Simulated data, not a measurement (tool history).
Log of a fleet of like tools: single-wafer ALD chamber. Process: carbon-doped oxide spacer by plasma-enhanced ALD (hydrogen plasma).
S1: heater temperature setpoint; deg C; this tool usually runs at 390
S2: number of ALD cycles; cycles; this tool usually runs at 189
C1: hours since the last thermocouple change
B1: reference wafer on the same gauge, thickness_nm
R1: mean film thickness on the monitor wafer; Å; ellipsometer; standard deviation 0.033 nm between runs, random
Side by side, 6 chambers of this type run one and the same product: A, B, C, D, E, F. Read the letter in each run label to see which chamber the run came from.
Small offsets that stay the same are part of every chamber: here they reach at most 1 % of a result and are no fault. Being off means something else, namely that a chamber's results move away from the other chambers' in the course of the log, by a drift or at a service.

{"hour": 0.2, "done": "chamber F: thermocouple changed; heater temperature recalibrated"}
{"hour": 1.1, "done": "chamber D: thermocouple changed; heater temperature recalibrated"}
{"run": "1C", "hour": 10.3, "S1": 390, "S2": 189, "C1": 66.5, "B1": 7.5765, "R1": 93.788}
{"run": "2D", "hour": 18.6, "S1": 390, "S2": 189, "C1": 17.6, "B1": 7.5813, "R1": 94.296}
{"run": "3B", "hour": 28.1, "S1": 390, "S2": 189, "C1": 1399.4, "B1": 7.5865, "R1": 94.847}
{"run": "4F", "hour": 36.7, "S1": 390, "S2": 189, "C1": 36.6, "B1": 7.5883, "R1": 95.169}
{"run": "5A", "hour": 43.3, "S1": 390, "S2": 189, "C1": 2031.9, "B1": 7.5758, "R1": 93.923}
{"run": "6E", "hour": 50.7, "S1": 390, "S2": 189, "C1": 582.2, "B1": 7.5872, "R1": 94.435}
{"hour": 53.0, "done": "chamber B: thermocouple changed; heater temperature recalibrated"}
{"run": "7C", "hour": 60.1, "S1": 390, "S2": 189, "C1": 116.3, "B1": 7.5722, "R1": 94.136}
{"run": "8E", "hour": 70.8, "S1": 380, "S2": 215, "C1": 602.3, "B1": 7.5798, "R1": 106.63}
{"run": "9A", "hour": 77.5, "S1": 380, "S2": 215, "C1": 2066.1, "B1": 7.576, "R1": 107.6}
{"run": "10B", "hour": 86.6, "S1": 380, "S2": 215, "C1": 33.7, "B1": 7.5755, "R1": 108.5}
{"run": "11D", "hour": 93.3, "S1": 380, "S2": 215, "C1": 92.3, "B1": 7.5846, "R1": 106.35}
{"run": "12F", "hour": 100.3, "S1": 380, "S2": 215, "C1": 100.2, "B1": 7.5829, "R1": 108.66}
{"run": "13C", "hour": 109.6, "S1": 380, "S2": 215, "C1": 165.8, "B1": 7.5817, "R1": 106.26}
{"run": "14F", "hour": 117.2, "S1": 390, "S2": 189, "C1": 117.1, "B1": 7.5853, "R1": 95.603}
{"run": "15B", "hour": 127.1, "S1": 390, "S2": 189, "C1": 74.2, "B1": 7.5743, "R1": 95.249}
{"run": "16E", "hour": 137.7, "S1": 390, "S2": 189, "C1": 669.2, "B1": 7.5802, "R1": 94.183}
{"run": "17A", "hour": 145.9, "S1": 390, "S2": 189, "C1": 2134.5, "B1": 7.5808, "R1": 94.216}
{"run": "18D", "hour": 152.2, "S1": 390, "S2": 189, "C1": 151.2, "B1": 7.5805, "R1": 94.02}
{"run": "19F", "hour": 161.7, "S1": 379, "S2": 189, "C1": 161.6, "B1": 7.5778, "R1": 95.033}
{"run": "20E", "hour": 167.5, "S1": 379, "S2": 189, "C1": 699.0, "B1": 7.5822, "R1": 93.899}
{"run": "21C", "hour": 172.3, "S1": 379, "S2": 189, "C1": 228.5, "B1": 7.5747, "R1": 94.322}
{"run": "22D", "hour": 182.0, "S1": 379, "S2": 189, "C1": 181.0, "B1": 7.5748, "R1": 93.669}
{"run": "23B", "hour": 190.4, "S1": 379, "S2": 189, "C1": 137.5, "B1": 7.5787, "R1": 95.048}
{"run": "24A", "hour": 199.1, "S1": 379, "S2": 189, "C1": 2187.7, "B1": 7.5832, "R1": 94.485}
{"run": "25E", "hour": 208.3, "S1": 390, "S2": 189, "C1": 739.8, "B1": 7.5784, "R1": 93.589}
{"run": "26B", "hour": 218.3, "S1": 390, "S2": 189, "C1": 165.4, "B1": 7.5769, "R1": 95.005}
{"run": "27F", "hour": 224.1, "S1": 390, "S2": 189, "C1": 224.0, "B1": 7.5814, "R1": 95.711}
{"run": "28C", "hour": 234.3, "S1": 390, "S2": 189, "C1": 290.5, "B1": 7.5799, "R1": 94.475}
{"run": "29D", "hour": 240.0, "S1": 390, "S2": 189, "C1": 239.0, "B1": 7.5734, "R1": 93.273}
{"run": "30A", "hour": 250.0, "S1": 390, "S2": 189, "C1": 2238.6, "B1": 7.5803, "R1": 94.457}
{"run": "31F", "hour": 259.5, "S1": 390, "S2": 189, "C1": 259.4, "B1": 7.5739, "R1": 94.856}
{"run": "32D", "hour": 264.5, "S1": 390, "S2": 189, "C1": 263.5, "B1": 7.5848, "R1": 93.995}
{"run": "33B", "hour": 270.3, "S1": 390, "S2": 189, "C1": 217.4, "B1": 7.5877, "R1": 95.346}
{"run": "34A", "hour": 279.2, "S1": 390, "S2": 189, "C1": 2267.8, "B1": 7.5784, "R1": 94.312}
{"run": "35C", "hour": 285.0, "S1": 390, "S2": 189, "C1": 341.2, "B1": 7.5846, "R1": 93.66}
{"run": "36E", "hour": 293.4, "S1": 403, "S2": 189, "C1": 824.9, "B1": 7.5839, "R1": 93.884}
{"run": "37D", "hour": 298.8, "S1": 403, "S2": 189, "C1": 297.8, "B1": 7.5738, "R1": 93.078}
{"run": "38E", "hour": 304.4, "S1": 403, "S2": 189, "C1": 835.9, "B1": 7.5877, "R1": 93.363}

All 6 chambers run these settings next. Forecast each chamber's results:
{"run": "39A", "hour": 312.0, "S1": 390, "S2": 217, "R1": "?"}
{"run": "39B", "hour": 312.0, "S1": 390, "S2": 217, "R1": "?"}
{"run": "39C", "hour": 312.0, "S1": 390, "S2": 217, "R1": "?"}
{"run": "39D", "hour": 312.0, "S1": 390, "S2": 217, "R1": "?"}
{"run": "39E", "hour": 312.0, "S1": 390, "S2": 217, "R1": "?"}
{"run": "39F", "hour": 312.0, "S1": 390, "S2": 217, "R1": "?"}

run=39A R1=108.230
run=39B R1=108.880
run=39C R1=107.950
run=39D R1=108.290
run=39E R1=108.010
run=39F R1=109.810
